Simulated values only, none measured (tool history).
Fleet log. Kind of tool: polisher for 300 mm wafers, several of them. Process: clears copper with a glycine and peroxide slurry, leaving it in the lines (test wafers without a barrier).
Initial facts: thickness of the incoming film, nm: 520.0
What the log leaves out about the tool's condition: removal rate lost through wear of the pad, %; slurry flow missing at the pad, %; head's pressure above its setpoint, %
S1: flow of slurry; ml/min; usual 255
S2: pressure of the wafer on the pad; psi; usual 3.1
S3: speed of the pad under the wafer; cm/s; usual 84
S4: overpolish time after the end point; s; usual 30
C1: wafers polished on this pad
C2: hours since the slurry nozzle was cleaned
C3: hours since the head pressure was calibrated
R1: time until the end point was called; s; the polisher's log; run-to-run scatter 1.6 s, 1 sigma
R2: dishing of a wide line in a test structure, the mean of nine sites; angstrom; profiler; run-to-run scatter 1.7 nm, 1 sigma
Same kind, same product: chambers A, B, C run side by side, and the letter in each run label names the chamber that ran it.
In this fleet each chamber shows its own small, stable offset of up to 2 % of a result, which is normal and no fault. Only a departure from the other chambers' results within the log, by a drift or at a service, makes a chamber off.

| run | hour | S1 | S2 | S3 | S4 | C1 | C2 | C3 | R1 | R2 |
|---|---|---|---|---|---|---|---|---|---|---|
| 1C | 4.7 | 255 | 3.1 | 84 | 30 | 1014 | 170.5 | 1010.6 | 85.983 | 866.03 |
| 2B | 13.1 | 255 | 3.1 | 84 | 30 | 1100 | 427.7 | 198.4 | 83.121 | 819.3 |
| 3A | 17 | 255 | 3.1 | 84 | 30 | 1008 | 826 | 978.1 | 85.846 | 881.78 |
|  | 17.3 | chamber B: worn pad replaced by a new one |
| 4B | 21.5 | 255 | 3.1 | 84 | 30 | 20 | 436.1 | 206.8 | 83.323 | 840.19 |
|  | 23.6 | chamber A: head pressure recalibrated |
| 5C | 25.9 | 255 | 3.1 | 84 | 30 | 1117 | 191.7 | 1031.8 | 84.17 | 890.14 |
| 6A | 31.2 | 255 | 3.1 | 84 | 30 | 1077 | 840.2 | 7.7 | 84.231 | 900.25 |
|  | 32 | chamber A: slurry nozzle cleaned |
|  | 37.6 | chamber C: slurry nozzle cleaned |
| 7C | 38.8 | 255 | 3.1 | 84 | 30 | 1180 | 1.3 | 1044.7 | 85.136 | 860.7 |
| 8B | 46.1 | 255 | 3.1 | 84 | 30 | 140 | 460.7 | 231.4 | 85.117 | 860 |
| 9A | 52.9 | 255 | 3.1 | 84 | 30 | 1183 | 20.9 | 29.4 | 83.509 | 856.79 |
| 10A | 58.5 | 255 | 3.1 | 106 | 30 | 1210 | 26.5 | 35 | 71.416 | 933.87 |
| 11C | 66.6 | 255 | 3.1 | 106 | 30 | 1315 | 29.1 | 1072.5 | 67.862 | 901.09 |
| 12B | 73.9 | 255 | 3.1 | 106 | 30 | 276 | 488.5 | 259.2 | 67.938 | 907.83 |
|  | 76.3 | chamber A: worn pad replaced by a new one |
| 13A | 80.7 | 255 | 3.1 | 84 | 30 | 21 | 48.7 | 57.2 | 83.105 | 879.93 |
|  | 87.6 | chamber C: worn pad replaced by a new one |
| 14B | 87.7 | 255 | 3.1 | 84 | 30 | 343 | 502.3 | 273 | 82.863 | 853.64 |
| 15C | 93.1 | 255 | 3.1 | 84 | 30 | 27 | 55.6 | 1099 | 84.09 | 886.5 |
| 16A | 100.8 | 255 | 3.1 | 84 | 30 | 119 | 68.8 | 77.3 | 81.446 | 875.7 |
| 17B | 107.9 | 255 | 3.1 | 84 | 30 | 441 | 522.5 | 293.2 | 85.088 | 858.93 |
| 18C | 115.2 | 255 | 3.1 | 84 | 30 | 134 | 77.7 | 1121.1 | 86.644 | 907.12 |
| 19C | 123.3 | 255 | 3.1 | 84 | 30 | 174 | 85.8 | 1129.2 | 84.449 | 884.69 |
| 20A | 129.1 | 255 | 3.1 | 84 | 30 | 257 | 97.1 | 105.6 | 82.715 | 915.13 |
| 21B | 136.8 | 255 | 3.1 | 84 | 30 | 582 | 551.4 | 322.1 | 84.684 | 829.37 |
| 22C | 143.3 | 255 | 3.1 | 84 | 30 | 271 | 105.8 | 1149.2 | 85.426 | 854.12 |
| 23A | 149.3 | 255 | 3.1 | 84 | 30 | 356 | 117.3 | 125.8 | 83.064 | 877.43 |
| 24B | 158.1 | 255 | 3.1 | 84 | 30 | 686 | 572.7 | 343.4 | 85.518 | 863.73 |
| 25A | 162.2 | 255 | 3.1 | 108 | 30 | 418 | 130.2 | 138.7 | 66.311 | 957.89 |
| 26C | 170.9 | 255 | 3.1 | 108 | 30 | 406 | 133.4 | 1176.8 | 68.593 | 899.3 |
| 27B | 179.5 | 255 | 3.1 | 108 | 30 | 790 | 594.1 | 364.8 | 67.407 | 939.68 |
| 28B | 187.8 | 255 | 3.1 | 84 | 30 | 830 | 602.4 | 373.1 | 83.564 | 843.97 |
| 29C | 191.7 | 255 | 3.1 | 84 | 30 | 507 | 154.2 | 1197.6 | 86.029 | 852.17 |
| 30A | 197.2 | 255 | 3.1 | 84 | 30 | 589 | 165.2 | 173.7 | 83.486 | 873.68 |
| 31A | 205.7 | 255 | 3.1 | 84 | 30 | 630 | 173.7 | 182.2 | 83.876 | 882.5 |
| 32C | 210 | 255 | 3.1 | 84 | 30 | 596 | 172.5 | 1215.9 | 85.56 | 884.72 |
| 33B | 215.5 | 255 | 3.1 | 84 | 43 | 965 | 630.1 | 400.8 | 84.561 | 1013.4 |
| 34B | 222.1 | 255 | 3.1 | 84 | 43 | 998 | 636.7 | 407.4 | 82.885 | 998.57 |
| 35A | 226.4 | 255 | 3.1 | 84 | 43 | 731 | 194.4 | 202.9 | 82.21 | 1021.5 |
| 36C | 234.4 | 255 | 3.1 | 84 | 30 | 715 | 196.9 | 1240.3 | 86.13 | 858.16 |
|  | 236.9 | chamber C: slurry nozzle cleaned |
| 37C | 242.7 | 255 | 3.1 | 84 | 30 | 756 | 5.9 | 1248.6 | 85.28 | 874.35 |
| 38A | 246.9 | 255 | 3.1 | 84 | 30 | 831 | 214.9 | 223.4 | 80.151 | 888.93 |

Does one chamber stand apart from the rest, does the shared gauge drift, or is all well apart from small per-chamber offsets? Give the chamber and the most likely cause, where there is one.

All chambers stay in line apart from their small fixed offsets, and the gauge does not drift.
